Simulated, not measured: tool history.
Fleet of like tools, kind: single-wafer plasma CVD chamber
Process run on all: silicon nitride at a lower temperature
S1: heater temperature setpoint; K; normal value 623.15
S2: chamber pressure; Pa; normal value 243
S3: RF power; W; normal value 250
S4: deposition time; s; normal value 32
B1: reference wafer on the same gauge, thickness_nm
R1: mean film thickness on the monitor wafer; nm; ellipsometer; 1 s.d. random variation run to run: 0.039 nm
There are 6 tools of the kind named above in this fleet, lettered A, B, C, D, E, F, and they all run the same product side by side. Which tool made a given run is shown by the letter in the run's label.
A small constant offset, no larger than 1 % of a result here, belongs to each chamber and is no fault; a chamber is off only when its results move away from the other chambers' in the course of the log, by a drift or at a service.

| run | day | S1 | S2 | S3 | S4 | B1 | R1 |
|---|---|---|---|---|---|---|---|
| 1A | 0.142 | 623.15 | 243 | 250 | 32 | 31.301 | 34.595 |
| 2C | 0.333 | 623.15 | 243 | 250 | 32 | 31.308 | 34.155 |
| 3B | 0.462 | 623.15 | 243 | 250 | 32 | 31.311 | 34.227 |
| 4D | 0.642 | 623.15 | 243 | 250 | 32 | 31.309 | 34.148 |
| 5E | 0.779 | 623.15 | 243 | 250 | 32 | 31.321 | 34.326 |
| 6F | 0.988 | 623.15 | 243 | 250 | 32 | 31.326 | 34.17 |
| 7A | 1.092 | 623.15 | 243 | 250 | 32 | 31.317 | 34.551 |
| 8E | 1.217 | 623.15 | 243 | 250 | 32 | 31.314 | 34.443 |
| 9F | 1.371 | 623.15 | 243 | 250 | 32 | 31.325 | 34.177 |
| 10C | 1.604 | 623.15 | 276 | 250 | 32 | 31.34 | 35.335 |
| 11D | 1.8 | 623.15 | 276 | 250 | 32 | 31.329 | 35.403 |
| 12B | 1.996 | 623.15 | 276 | 250 | 32 | 31.333 | 35.424 |
| 13A | 2.225 | 623.15 | 276 | 250 | 32 | 31.349 | 35.855 |
| 14D | 2.35 | 623.15 | 276 | 250 | 32 | 31.35 | 35.372 |
| 15B | 2.492 | 623.15 | 276 | 250 | 32 | 31.35 | 35.498 |
| 16F | 2.671 | 623.15 | 243 | 250 | 32 | 31.354 | 34.239 |
| 17C | 2.796 | 623.15 | 243 | 250 | 32 | 31.366 | 34.17 |
| 18E | 2.971 | 623.15 | 243 | 250 | 32 | 31.352 | 34.488 |
| 19D | 3.167 | 623.15 | 243 | 250 | 32 | 31.373 | 34.276 |
| 20E | 3.296 | 623.15 | 243 | 250 | 32 | 31.375 | 34.493 |
| 21B | 3.504 | 623.15 | 243 | 250 | 32 | 31.379 | 34.236 |
| 22F | 3.738 | 623.15 | 243 | 250 | 32 | 31.381 | 34.234 |
| 23A | 3.95 | 623.15 | 243 | 250 | 32 | 31.38 | 34.631 |
| 24C | 4.083 | 623.15 | 243 | 250 | 32 | 31.377 | 34.202 |
| 25F | 4.292 | 623.15 | 243 | 250 | 32 | 31.389 | 34.236 |
| 26B | 4.421 | 623.15 | 277 | 250 | 32 | 31.39 | 35.517 |
| 27C | 4.525 | 623.15 | 277 | 250 | 32 | 31.39 | 35.486 |
| 28D | 4.742 | 623.15 | 277 | 250 | 32 | 31.403 | 35.534 |
| 29E | 4.954 | 623.15 | 277 | 250 | 32 | 31.406 | 35.685 |
| 30A | 5.067 | 623.15 | 277 | 250 | 32 | 31.399 | 35.938 |
| 31A | 5.238 | 623.15 | 277 | 250 | 32 | 31.405 | 35.947 |
| 32C | 5.35 | 623.15 | 301 | 250 | 26 | 31.411 | 29.501 |
| 33E | 5.538 | 623.15 | 301 | 250 | 26 | 31.418 | 29.725 |
| 34D | 5.721 | 623.15 | 301 | 250 | 26 | 31.417 | 29.562 |
| 35F | 5.875 | 623.15 | 301 | 250 | 26 | 31.411 | 29.539 |
| 36B | 6.112 | 623.15 | 301 | 250 | 26 | 31.435 | 29.487 |
| 37F | 6.221 | 623.15 | 301 | 250 | 26 | 31.433 | 29.518 |
| 38E | 6.408 | 635.15 | 243 | 250 | 34 | 31.436 | 36.485 |
| 39C | 6.525 | 635.15 | 243 | 250 | 34 | 31.437 | 36.222 |
| 40D | 6.629 | 635.15 | 243 | 250 | 34 | 31.441 | 36.323 |
| 41A | 6.829 | 635.15 | 243 | 250 | 34 | 31.442 | 36.737 |

For the next run the whole fleet of 6 chambers uses the same settings. Give each chamber's results:
| 42A | 7 | 628.15 | 243 | 250 | 32 |  | ? |
| 42B | 7 | 628.15 | 243 | 250 | 32 |  | ? |
| 42C | 7 | 628.15 | 243 | 250 | 32 |  | ? |
| 42D | 7 | 628.15 | 243 | 250 | 32 |  | ? |
| 42E | 7 | 628.15 | 243 | 250 | 32 |  | ? |
| 42F | 7 | 628.15 | 243 | 250 | 32 |  | ? |

| run | R1 |
|---|---|
| 42A | 34.595 |
| 42B | 34.252 |
| 42C | 34.161 |
| 42D | 34.354 |
| 42E | 34.463 |
| 42F | 34.217 |
